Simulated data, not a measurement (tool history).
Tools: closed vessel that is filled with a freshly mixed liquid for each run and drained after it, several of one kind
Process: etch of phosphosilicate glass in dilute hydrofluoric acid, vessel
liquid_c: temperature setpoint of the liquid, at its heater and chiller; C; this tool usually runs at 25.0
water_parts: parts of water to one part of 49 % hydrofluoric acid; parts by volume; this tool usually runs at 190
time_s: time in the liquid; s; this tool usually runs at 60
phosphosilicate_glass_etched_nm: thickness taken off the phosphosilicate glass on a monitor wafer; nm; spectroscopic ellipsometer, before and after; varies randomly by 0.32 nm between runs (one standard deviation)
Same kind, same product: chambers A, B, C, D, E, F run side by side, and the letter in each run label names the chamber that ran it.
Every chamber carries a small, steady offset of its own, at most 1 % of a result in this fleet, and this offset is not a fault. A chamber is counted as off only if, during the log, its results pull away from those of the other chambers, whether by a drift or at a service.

run   hour  liquid_c  water_parts  time_s  read-back film thickness of the phosphosilicate glass reference wafer, read on the same gauge (nm)  phosphosilicate_glass_etched_nm
 1C    5.3      25.0          190      60                                                                                              129.97                           40.742
 2F   10.2      25.0          190      60                                                                                              130.00                           41.407
 3D   13.1      25.0          190      60                                                                                              129.99                           41.538
 4B   18.9      25.0          190      60                                                                                              129.97                           40.898
 5A   22.2      25.0          190      60                                                                                              130.04                           41.662
 6E   27.6      25.0          190      60                                                                                              129.99                           41.365
 7E   32.3      25.0          190      60                                                                                              129.96                           41.557
 8C   35.2      21.5          190      40                                                                                              130.03                           24.014
 9D   41.0      21.5          190      40                                                                                              129.99                           24.263
10A   45.1      21.5          190      40                                                                                              130.02                           24.719
11B   48.0      21.5          190      40                                                                                              129.98                           24.160
12F   52.0      21.5          190      40                                                                                              130.01                           23.713
13F   56.4      21.5          190      40                                                                                              129.97                           23.517
14B   60.1      25.0          190      60                                                                                              129.99                           40.953
15A   65.5      25.0          190      60                                                                                              130.02                           43.582
16D   69.3      25.0          190      60                                                                                              130.02                           40.639
17E   73.3      25.0          190      60                                                                                              130.01                           40.874
18C   77.5      25.0          190      60                                                                                              130.02                           41.306
19B   81.1      25.0          190      60                                                                                              129.98                           41.056
20F   85.6      25.0          190      60                                                                                              130.00                           40.762
21A   88.6      25.0          190      60                                                                                              130.03                           43.750
22C   92.0      25.0          190      60                                                                                              130.02                           41.122
23D   97.5      25.0          190      60                                                                                              129.99                           40.325
24E  101.4      25.0          190      60                                                                                              130.03                           41.333
25E  106.1      25.0          190      60                                                                                              130.01                           41.327
26F  109.2      25.0          190      60                                                                                              130.02                           40.928
27C  113.7      25.0          190      60                                                                                              129.99                           41.598
28B  118.0      25.0          190      60                                                                                              130.04                           41.080
29A  123.4      25.0          220      60                                                                                              130.00                           37.157
30D  129.2      25.0          220      60                                                                                              129.98                           34.250
31B  132.1      25.0          220      60                                                                                              129.96                           33.835
32F  137.8      25.0          220      60                                                                                              130.00                           34.235
     139.1  -- chamber C: thermometer replaced
33E  141.9      25.0          220      60                                                                                              130.02                           34.520
34C  147.0      25.0          220      60                                                                                              130.03                           34.300
35A  150.2      25.0          190      60                                                                                              130.01                           45.645
36D  155.0      25.0          120      45                                                                                              130.02                           52.679

Decide between three cases: one chamber stands off from its peers, the gauge reading all wafers drifts, or nothing is wrong past each chamber's small offset. Where a chamber is off, say which and what most likely put it there.

Chamber A drifts away from the others.
Most likely cause: hydrofluoric acid flow above the setpoint (%) = 9.36.
It could be hard to tell apart here from: liquid hotter than its thermometer reads (K).

Chamber A could run next with any of the 4 candidate recipes listed below; each alters the usual settings, and their results appear as question marks. Which one brings its results back in line with what the other chambers deliver on the usual settings?
To be in line, a result may differ from the other chambers' mean on the usual settings by at most: phosphosilicate_glass_etched_nm 1.100 nm
37A-1  159.3      25.0          185      65                                                                                                                                    ?
37A-2  159.3      25.0          170      65                                                                                                                                    ?
37A-3  159.3      24.5          220      60                                                                                                                                    ?
37A-4  159.3      24.5          205      60                                                                                                                                    ?

Average result of the remaining chambers running the usual settings: phosphosilicate_glass_etched_nm 40.955 nm
  run  phosphosilicate_glass_etched_nm
37A-1                           51.570
37A-2                           56.996
37A-3                           37.944
37A-4                           41.327
Change 37A-4 lands the chamber within the allowed miss of the other chambers.

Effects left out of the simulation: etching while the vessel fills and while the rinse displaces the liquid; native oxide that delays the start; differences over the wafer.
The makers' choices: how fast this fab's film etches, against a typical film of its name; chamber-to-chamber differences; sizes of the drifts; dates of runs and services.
